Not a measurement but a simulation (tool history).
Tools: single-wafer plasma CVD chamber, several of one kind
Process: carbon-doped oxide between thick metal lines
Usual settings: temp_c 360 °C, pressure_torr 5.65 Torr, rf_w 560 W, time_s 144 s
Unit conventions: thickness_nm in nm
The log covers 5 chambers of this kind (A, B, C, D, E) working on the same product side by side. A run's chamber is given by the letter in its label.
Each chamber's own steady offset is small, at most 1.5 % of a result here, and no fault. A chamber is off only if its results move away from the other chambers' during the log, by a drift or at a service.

run    day  temp_c  pressure_torr  rf_w  time_s  hours since the last thermocouple change  hours since the last RF generator calibration  hours since the last manometer calibration  read-back reference wafer on the same gauge, thickness_nm  thickness_nm
 1A  0.108     360           5.65   560     144                                    1521.6                                          776.6                                       232.2                                                     660.84        774.02
 2C  0.342     360           5.65   560     144                                       255                                         1435.3                                      1142.3                                                     661.01        764.44
 3B  0.454     360           5.65   560     144                                     102.3                                          361.4                                       757.1                                                      661.3        779.09
 4E  0.617     360           5.65   560     144                                    2414.6                                          956.6                                        43.8                                                     660.98        770.61
 5D    0.8     360           5.65   560     144                                     952.7                                           1172                                       172.3                                                     660.97        769.63
 6B   0.95     360           5.65   560     144                                     114.2                                          373.3                                         769                                                     661.19        783.71
 7A   1.15     360           5.65   560     144                                    1546.6                                          801.6                                       257.2                                                     661.17        773.91
 8E  1.271     360           5.65   560     144                                    2430.3                                          972.3                                        59.5                                                     661.27        770.34
 9D  1.425     360           4.79   625     144                                     967.7                                           1187                                       187.3                                                     660.84        801.72
10C  1.588     360           4.79   625     144                                     284.9                                         1465.2                                      1172.2                                                     661.03        800.08
11D  1.746     360           4.79   625     144                                     975.4                                         1194.7                                         195                                                     660.98        797.86
12E  1.979     360           4.79   625     144                                    2447.3                                          989.3                                        76.5                                                     660.97        803.66
13C  2.154     360           4.79   625     144                                     298.5                                         1478.8                                      1185.8                                                     661.03        801.65
14B  2.258     360           5.65   560     144                                     145.6                                          404.7                                       800.4                                                      660.5        781.66
15A  2.475     360           5.65   560     144                                    1578.4                                          833.4                                         289                                                     660.75        773.23
16B  2.583     360           5.65   560     144                                     153.4                                          412.5                                       808.2                                                      660.9        784.13
17D  2.812     360           5.65   560     144                                      1001                                         1220.3                                       220.6                                                     661.24        763.86
18A  2.921     360           5.65   560     144                                    1589.1                                          844.1                                       299.7                                                     660.83        774.08
19C  3.125     360           5.65   560     144                                     321.8                                         1502.1                                      1209.1                                                     661.02        769.79
20E  3.329     360           5.65   560     144                                    2479.7                                         1021.7                                       108.9                                                     661.31        771.65
21E   3.55     360           5.65   560     144                                      2485                                           1027                                       114.2                                                     661.03        771.71
22B  3.767     360           5.65   560     144                                     181.8                                          440.9                                       836.6                                                     660.91        779.08
23C  3.975     360           5.65   560     144                                     342.2                                         1522.5                                      1229.5                                                     661.15        766.27
24D  4.108     360           5.65   660     144                                    1032.1                                         1251.4                                       251.7                                                     661.06        850.05
25A    4.3     360           5.65   660     144                                    1622.2                                          877.2                                       332.8                                                     661.07        851.74
26B  4.438     360           5.65   660     144                                     197.9                                            457                                       852.7                                                     661.53        862.81
     4.662  -- chamber E: thermocouple changed; heater temperature recalibrated
27A  4.671     360           5.65   660     144                                    1631.1                                          886.1                                       341.7                                                     661.39        855.02
28E  4.846     360           5.65   660     144                                       4.5                                         1058.1                                       145.3                                                     660.81        847.96
29C  4.975     360           5.65   560     144                                     366.2                                         1546.5                                      1253.5                                                      660.9        768.69
30D  5.196     360           5.65   560     144                                    1058.2                                         1277.5                                       277.8                                                     661.04        765.79
31D  5.412     360           5.65   560     144                                    1063.4                                         1282.7                                         283                                                     661.07        765.98
32A  5.596     360           5.65   560     144                                    1653.3                                          908.3                                       363.9                                                      661.2        775.14
33C  5.771     360           5.65   560     144                                     385.3                                         1565.6                                      1272.6                                                     661.44        769.96
34B  5.917     360           5.65   560     144                                     233.4                                          492.5                                       888.2                                                     660.61        782.84
35E  6.062     360           5.65   560     144                                      33.7                                         1087.3                                       174.5                                                     661.11        768.51
36B  6.242     360           5.65   560     144                                     241.2                                          500.3                                         896                                                      660.9        782.56
37C  6.475     360           5.65   560     123                                     402.2                                         1582.5                                      1289.5                                                     661.14        662.19
38D   6.65     360           5.65   560     123                                    1093.1                                         1312.4                                       312.7                                                      661.2        653.61
39A  6.892     360           5.65   560     123                                    1684.4                                          939.4                                         395                                                     660.94        662.99
40E  7.012     360           5.65   560     123                                      56.5                                         1110.1                                       197.3                                                     660.97        657.83

Has any chamber moved away from the others, gradually or after a service, or does the common gauge drift, or do the chambers differ only by their own small steady offsets? State the chamber and the most likely cause if one applies.

No chamber is off and the gauge is stable; the differences are just each chamber's small, constant offset.

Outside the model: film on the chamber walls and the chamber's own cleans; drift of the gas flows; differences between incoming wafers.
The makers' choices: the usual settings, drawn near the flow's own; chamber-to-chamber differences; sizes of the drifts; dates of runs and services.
